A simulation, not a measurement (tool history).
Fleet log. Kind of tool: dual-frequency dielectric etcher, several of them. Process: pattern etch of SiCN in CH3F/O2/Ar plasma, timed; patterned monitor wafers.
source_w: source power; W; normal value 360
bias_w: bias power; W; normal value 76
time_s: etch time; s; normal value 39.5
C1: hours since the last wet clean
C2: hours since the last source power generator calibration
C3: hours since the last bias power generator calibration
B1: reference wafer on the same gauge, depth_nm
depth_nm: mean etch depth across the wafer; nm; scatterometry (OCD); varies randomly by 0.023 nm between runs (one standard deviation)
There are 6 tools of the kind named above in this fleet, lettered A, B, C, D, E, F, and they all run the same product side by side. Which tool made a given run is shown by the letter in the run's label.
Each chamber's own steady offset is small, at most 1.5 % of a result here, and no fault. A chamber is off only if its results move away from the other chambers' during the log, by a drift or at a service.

Run 1C, hour 6.8: usual settings; C1 14.4; C2 1824.5; C3 1088.5; B1 13.205. Result: depth_nm 14.5510 nm.
Run 2B, hour 15.8: usual settings; C1 292.5; C2 1340.1; C3 228.3; B1 13.203. Result: depth_nm 14.6780 nm.
Run 3D, hour 25.2: usual settings; C1 470.7; C2 2761.0; C3 1173.9; B1 13.209. Result: depth_nm 14.7610 nm.
Run 4A, hour 35.3: usual settings; C1 270.2; C2 507.0; C3 3109.4; B1 13.208. Result: depth_nm 14.7600 nm.
Run 5E, hour 42.9: usual settings; C1 313.2; C2 1791.4; C3 3192.5; B1 13.217. Result: depth_nm 14.4480 nm.
Run 6F, hour 52.2: usual settings; C1 61.9; C2 895.9; C3 888.6; B1 13.221. Result: depth_nm 14.5680 nm.
Run 7A, hour 57.3: usual settings; C1 292.2; C2 529.0; C3 3131.4; B1 13.223. Result: depth_nm 14.7500 nm.
Run 8D, hour 62.5: usual settings; C1 508.0; C2 2798.3; C3 1211.2; B1 13.222. Result: depth_nm 14.7370 nm.
Run 9E, hour 71.2: usual settings; C1 341.5; C2 1819.7; C3 3220.8; B1 13.221. Result: depth_nm 14.4840 nm.
Run 10B, hour 77.6: usual settings but bias_w 94 W; C1 354.3; C2 1401.9; C3 290.1; B1 13.227. Result: depth_nm 15.8550 nm.
Run 11C, hour 85.7: usual settings but bias_w 94 W; C1 93.3; C2 1903.4; C3 1167.4; B1 13.227. Result: depth_nm 15.8160 nm.
Run 12F, hour 94.0: usual settings but bias_w 94 W; C1 103.7; C2 937.7; C3 930.4; B1 13.228. Result: depth_nm 15.7120 nm.
Run 13A, hour 103.0: usual settings but bias_w 94 W; C1 337.9; C2 574.7; C3 3177.1; B1 13.238. Result: depth_nm 15.9480 nm.
Run 14D, hour 113.2: usual settings but bias_w 94 W; C1 558.7; C2 2849.0; C3 1261.9; B1 13.233. Result: depth_nm 16.0030 nm.
Run 15F, hour 118.9: usual settings but bias_w 94 W; C1 128.6; C2 962.6; C3 955.3; B1 13.233. Result: depth_nm 15.7350 nm.
Run 16E, hour 127.4: usual settings; C1 397.7; C2 1875.9; C3 3277.0; B1 13.240. Result: depth_nm 14.5180 nm.
Run 17C, hour 134.3: usual settings but source_w 300 W, time_s 34.0 s; C1 141.9; C2 1952.0; C3 1216.0; B1 13.239. Result: depth_nm 11.7340 nm.
At hour 139.5: chamber E: wet clean of the chamber.
Run 18B, hour 141.2: usual settings but source_w 300 W, time_s 34.0 s; C1 417.9; C2 1465.5; C3 353.7; B1 13.250. Result: depth_nm 11.8100 nm.
At hour 141.7: chamber B: wet clean of the chamber.
Run 19D, hour 147.2: usual settings but source_w 300 W, time_s 34.0 s; C1 592.7; C2 2883.0; C3 1295.9; B1 13.244. Result: depth_nm 11.8180 nm.
At hour 150.5: chamber D: wet clean of the chamber.
Run 20A, hour 152.3: usual settings but source_w 300 W, time_s 34.0 s; C1 387.2; C2 624.0; C3 3226.4; B1 13.248. Result: depth_nm 11.9070 nm.
Run 21F, hour 159.7: usual settings but source_w 300 W, time_s 34.0 s; C1 169.4; C2 1003.4; C3 996.1; B1 13.245. Result: depth_nm 11.7480 nm.
Run 22B, hour 166.6: usual settings but source_w 300 W, time_s 34.0 s; C1 25.0; C2 1490.9; C3 379.1; B1 13.250. Result: depth_nm 11.8160 nm.
Run 23C, hour 171.1: usual settings; C1 178.7; C2 1988.8; C3 1252.8; B1 13.255. Result: depth_nm 14.6190 nm.
Run 24E, hour 177.3: usual settings; C1 37.9; C2 1925.8; C3 3326.9; B1 13.258. Result: depth_nm 14.4860 nm.
Run 25A, hour 183.7: usual settings; C1 418.6; C2 655.4; C3 3257.8; B1 13.253. Result: depth_nm 14.7830 nm.
Run 26D, hour 188.7: usual settings but bias_w 70 W, time_s 28.0 s; C1 38.3; C2 2924.5; C3 1337.4; B1 13.250. Result: depth_nm 10.1560 nm.
Run 27F, hour 196.6: usual settings but bias_w 70 W, time_s 28.0 s; C1 206.3; C2 1040.3; C3 1033.0; B1 13.259. Result: depth_nm 10.0610 nm.
Run 28E, hour 205.2: usual settings but bias_w 70 W, time_s 28.0 s; C1 65.8; C2 1953.7; C3 3354.8; B1 13.258. Result: depth_nm 9.9881 nm.
Run 29B, hour 210.2: usual settings but bias_w 70 W, time_s 28.0 s; C1 68.6; C2 1534.5; C3 422.7; B1 13.262. Result: depth_nm 10.1200 nm.
Run 30C, hour 218.7: usual settings but bias_w 70 W, time_s 28.0 s; C1 226.3; C2 2036.4; C3 1300.4; B1 13.264. Result: depth_nm 10.0800 nm.
Run 31A, hour 226.5: usual settings but bias_w 70 W, time_s 28.0 s; C1 461.4; C2 698.2; C3 3300.6; B1 13.265. Result: depth_nm 10.2260 nm.
Run 32F, hour 232.5: usual settings; C1 242.2; C2 1076.2; C3 1068.9; B1 13.260. Result: depth_nm 14.5880 nm.
Run 33E, hour 238.8: usual settings; C1 99.4; C2 1987.3; C3 3388.4; B1 13.268. Result: depth_nm 14.5580 nm.
Run 34C, hour 247.3: usual settings; C1 254.9; C2 2065.0; C3 1329.0; B1 13.274. Result: depth_nm 14.6620 nm.
Run 35B, hour 255.4: usual settings; C1 113.8; C2 1579.7; C3 467.9; B1 13.275. Result: depth_nm 14.7610 nm.
Run 36D, hour 264.8: usual settings; C1 114.4; C2 3000.6; C3 1413.5; B1 13.282. Result: depth_nm 14.8090 nm.
Run 37F, hour 272.2: usual settings but time_s 29.0 s; C1 281.9; C2 1115.9; C3 1108.6; B1 13.285. Result: depth_nm 10.7400 nm.
Run 38B, hour 279.7: usual settings but time_s 29.0 s; C1 138.1; C2 1604.0; C3 492.2; B1 13.277. Result: depth_nm 10.8260 nm.
Run 39E, hour 288.4: usual settings but time_s 29.0 s; C1 149.0; C2 2036.9; C3 3438.0; B1 13.282. Result: depth_nm 10.6690 nm.

Is one chamber off against the others, does the gauge drift, or is nothing wrong? If a chamber is off, say which, and what the likeliest cause is.

The shared gauge is drifting. All chambers look as if they move in step, but none is off.
Most likely cause: gauge reads high (%) = 0.654.
